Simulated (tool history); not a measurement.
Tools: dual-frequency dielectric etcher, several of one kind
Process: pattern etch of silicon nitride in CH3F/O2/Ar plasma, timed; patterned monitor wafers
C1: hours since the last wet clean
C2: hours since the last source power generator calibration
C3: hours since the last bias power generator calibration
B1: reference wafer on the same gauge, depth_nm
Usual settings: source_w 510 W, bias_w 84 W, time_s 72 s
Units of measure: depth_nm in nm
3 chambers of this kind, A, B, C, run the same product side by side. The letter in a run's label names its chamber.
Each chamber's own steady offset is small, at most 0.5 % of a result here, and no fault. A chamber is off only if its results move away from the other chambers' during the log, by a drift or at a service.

{"run": "1B", "hour": 6.6, "source_w": 510, "bias_w": 84, "time_s": 72, "C1": 551.4, "C2": 1654, "C3": 1584.8, "B1": 55.471, "depth_nm": 58.182}
{"run": "2C", "hour": 13.5, "source_w": 510, "bias_w": 84, "time_s": 72, "C1": 230.9, "C2": 512.3, "C3": 1220.4, "B1": 55.48, "depth_nm": 58.208}
{"run": "3A", "hour": 19.6, "source_w": 510, "bias_w": 84, "time_s": 72, "C1": 409.5, "C2": 954.3, "C3": 2157.8, "B1": 55.501, "depth_nm": 58.266}
{"run": "4B", "hour": 26.3, "source_w": 510, "bias_w": 84, "time_s": 72, "C1": 571.1, "C2": 1673.7, "C3": 1604.5, "B1": 55.476, "depth_nm": 58.02}
{"run": "5A", "hour": 32.0, "source_w": 510, "bias_w": 84, "time_s": 72, "C1": 421.9, "C2": 966.7, "C3": 2170.2, "B1": 55.477, "depth_nm": 58.383}
{"run": "6C", "hour": 36.7, "source_w": 510, "bias_w": 84, "time_s": 72, "C1": 254.1, "C2": 535.5, "C3": 1243.6, "B1": 55.444, "depth_nm": 57.995}
{"hour": 41.2, "done": "chamber B: wet clean of the chamber"}
{"run": "7C", "hour": 41.4, "source_w": 510, "bias_w": 84, "time_s": 72, "C1": 258.8, "C2": 540.2, "C3": 1248.3, "B1": 55.441, "depth_nm": 57.961}
{"run": "8A", "hour": 48.8, "source_w": 510, "bias_w": 84, "time_s": 72, "C1": 438.7, "C2": 983.5, "C3": 2187, "B1": 55.435, "depth_nm": 58.396}
{"run": "9B", "hour": 56.9, "source_w": 510, "bias_w": 84, "time_s": 72, "C1": 15.7, "C2": 1704.3, "C3": 1635.1, "B1": 55.434, "depth_nm": 57.993}
{"run": "10A", "hour": 63.9, "source_w": 510, "bias_w": 84, "time_s": 72, "C1": 453.8, "C2": 998.6, "C3": 2202.1, "B1": 55.414, "depth_nm": 58.481}
{"run": "11C", "hour": 67.7, "source_w": 460, "bias_w": 84, "time_s": 72, "C1": 285.1, "C2": 566.5, "C3": 1274.6, "B1": 55.39, "depth_nm": 55.827}
{"run": "12B", "hour": 75.1, "source_w": 460, "bias_w": 84, "time_s": 72, "C1": 33.9, "C2": 1722.5, "C3": 1653.3, "B1": 55.393, "depth_nm": 55.755}
{"run": "13B", "hour": 83.3, "source_w": 460, "bias_w": 84, "time_s": 72, "C1": 42.1, "C2": 1730.7, "C3": 1661.5, "B1": 55.373, "depth_nm": 55.615}
{"run": "14A", "hour": 87.3, "source_w": 510, "bias_w": 84, "time_s": 72, "C1": 477.2, "C2": 1022, "C3": 2225.5, "B1": 55.385, "depth_nm": 58.452}
{"run": "15C", "hour": 95.5, "source_w": 510, "bias_w": 84, "time_s": 72, "C1": 312.9, "C2": 594.3, "C3": 1302.4, "B1": 55.368, "depth_nm": 57.944}
{"run": "16A", "hour": 102.1, "source_w": 510, "bias_w": 84, "time_s": 72, "C1": 492, "C2": 1036.8, "C3": 2240.3, "B1": 55.335, "depth_nm": 58.239}
{"run": "17B", "hour": 106.5, "source_w": 510, "bias_w": 84, "time_s": 72, "C1": 65.3, "C2": 1753.9, "C3": 1684.7, "B1": 55.338, "depth_nm": 57.91}
{"run": "18C", "hour": 110.9, "source_w": 510, "bias_w": 84, "time_s": 72, "C1": 328.3, "C2": 609.7, "C3": 1317.8, "B1": 55.323, "depth_nm": 57.951}
{"run": "19C", "hour": 118.1, "source_w": 510, "bias_w": 84, "time_s": 72, "C1": 335.5, "C2": 616.9, "C3": 1325, "B1": 55.325, "depth_nm": 57.901}
{"hour": 120.9, "done": "chamber A: wet clean of the chamber"}
{"run": "20B", "hour": 121.9, "source_w": 510, "bias_w": 84, "time_s": 72, "C1": 80.7, "C2": 1769.3, "C3": 1700.1, "B1": 55.306, "depth_nm": 57.857}
{"run": "21A", "hour": 126.3, "source_w": 430, "bias_w": 84, "time_s": 54, "C1": 5.4, "C2": 1061, "C3": 2264.5, "B1": 55.297, "depth_nm": 40.901}
{"run": "22C", "hour": 133.2, "source_w": 430, "bias_w": 84, "time_s": 54, "C1": 350.6, "C2": 632, "C3": 1340.1, "B1": 55.298, "depth_nm": 40.608}
{"run": "23A", "hour": 137.2, "source_w": 430, "bias_w": 84, "time_s": 54, "C1": 16.3, "C2": 1071.9, "C3": 2275.4, "B1": 55.316, "depth_nm": 40.971}
{"run": "24B", "hour": 140.9, "source_w": 510, "bias_w": 84, "time_s": 72, "C1": 99.7, "C2": 1788.3, "C3": 1719.1, "B1": 55.301, "depth_nm": 57.818}
{"run": "25C", "hour": 144.6, "source_w": 510, "bias_w": 84, "time_s": 72, "C1": 362, "C2": 643.4, "C3": 1351.5, "B1": 55.309, "depth_nm": 57.823}
{"run": "26A", "hour": 152.4, "source_w": 510, "bias_w": 84, "time_s": 72, "C1": 31.5, "C2": 1087.1, "C3": 2290.6, "B1": 55.262, "depth_nm": 58.215}
{"run": "27B", "hour": 157.9, "source_w": 510, "bias_w": 84, "time_s": 87, "C1": 116.7, "C2": 1805.3, "C3": 1736.1, "B1": 55.277, "depth_nm": 70.033}
{"run": "28A", "hour": 166.2, "source_w": 510, "bias_w": 84, "time_s": 87, "C1": 45.3, "C2": 1100.9, "C3": 2304.4, "B1": 55.262, "depth_nm": 70.238}
{"run": "29C", "hour": 171.6, "source_w": 510, "bias_w": 84, "time_s": 87, "C1": 389, "C2": 670.4, "C3": 1378.5, "B1": 55.247, "depth_nm": 69.867}
{"run": "30B", "hour": 178.8, "source_w": 510, "bias_w": 84, "time_s": 72, "C1": 137.6, "C2": 1826.2, "C3": 1757, "B1": 55.231, "depth_nm": 57.686}
{"run": "31C", "hour": 186.0, "source_w": 510, "bias_w": 84, "time_s": 72, "C1": 403.4, "C2": 684.8, "C3": 1392.9, "B1": 55.237, "depth_nm": 57.864}
{"run": "32B", "hour": 191.1, "source_w": 390, "bias_w": 84, "time_s": 52.5, "C1": 149.9, "C2": 1838.5, "C3": 1769.3, "B1": 55.224, "depth_nm": 37.985}
{"run": "33A", "hour": 196.6, "source_w": 390, "bias_w": 84, "time_s": 52.5, "C1": 75.7, "C2": 1131.3, "C3": 2334.8, "B1": 55.213, "depth_nm": 38.312}
{"run": "34B", "hour": 202.0, "source_w": 390, "bias_w": 84, "time_s": 52.5, "C1": 160.8, "C2": 1849.4, "C3": 1780.2, "B1": 55.206, "depth_nm": 38.023}
{"run": "35A", "hour": 207.8, "source_w": 510, "bias_w": 84, "time_s": 72, "C1": 86.9, "C2": 1142.5, "C3": 2346, "B1": 55.192, "depth_nm": 58.181}
{"run": "36C", "hour": 215.2, "source_w": 510, "bias_w": 84, "time_s": 72, "C1": 432.6, "C2": 714, "C3": 1422.1, "B1": 55.205, "depth_nm": 57.86}
{"run": "37B", "hour": 222.7, "source_w": 510, "bias_w": 84, "time_s": 72, "C1": 181.5, "C2": 1870.1, "C3": 1800.9, "B1": 55.189, "depth_nm": 57.727}
{"run": "38A", "hour": 226.7, "source_w": 510, "bias_w": 84, "time_s": 72, "C1": 105.8, "C2": 1161.4, "C3": 2364.9, "B1": 55.172, "depth_nm": 58.143}
{"run": "39C", "hour": 232.3, "source_w": 510, "bias_w": 84, "time_s": 72, "C1": 449.7, "C2": 731.1, "C3": 1439.2, "B1": 55.16, "depth_nm": 57.696}
{"run": "40C", "hour": 240.5, "source_w": 510, "bias_w": 66, "time_s": 72, "C1": 457.9, "C2": 739.3, "C3": 1447.4, "B1": 55.127, "depth_nm": 53.164}

Does one chamber stand apart from the rest, does the shared gauge drift, or is all well apart from small per-chamber offsets? Give the chamber and the most likely cause, where there is one.

No chamber is off; the gauge reading every chamber's wafers drifts, which makes the whole fleet appear to move together.
Likeliest cause: gauge reads low (%) = 0.658.

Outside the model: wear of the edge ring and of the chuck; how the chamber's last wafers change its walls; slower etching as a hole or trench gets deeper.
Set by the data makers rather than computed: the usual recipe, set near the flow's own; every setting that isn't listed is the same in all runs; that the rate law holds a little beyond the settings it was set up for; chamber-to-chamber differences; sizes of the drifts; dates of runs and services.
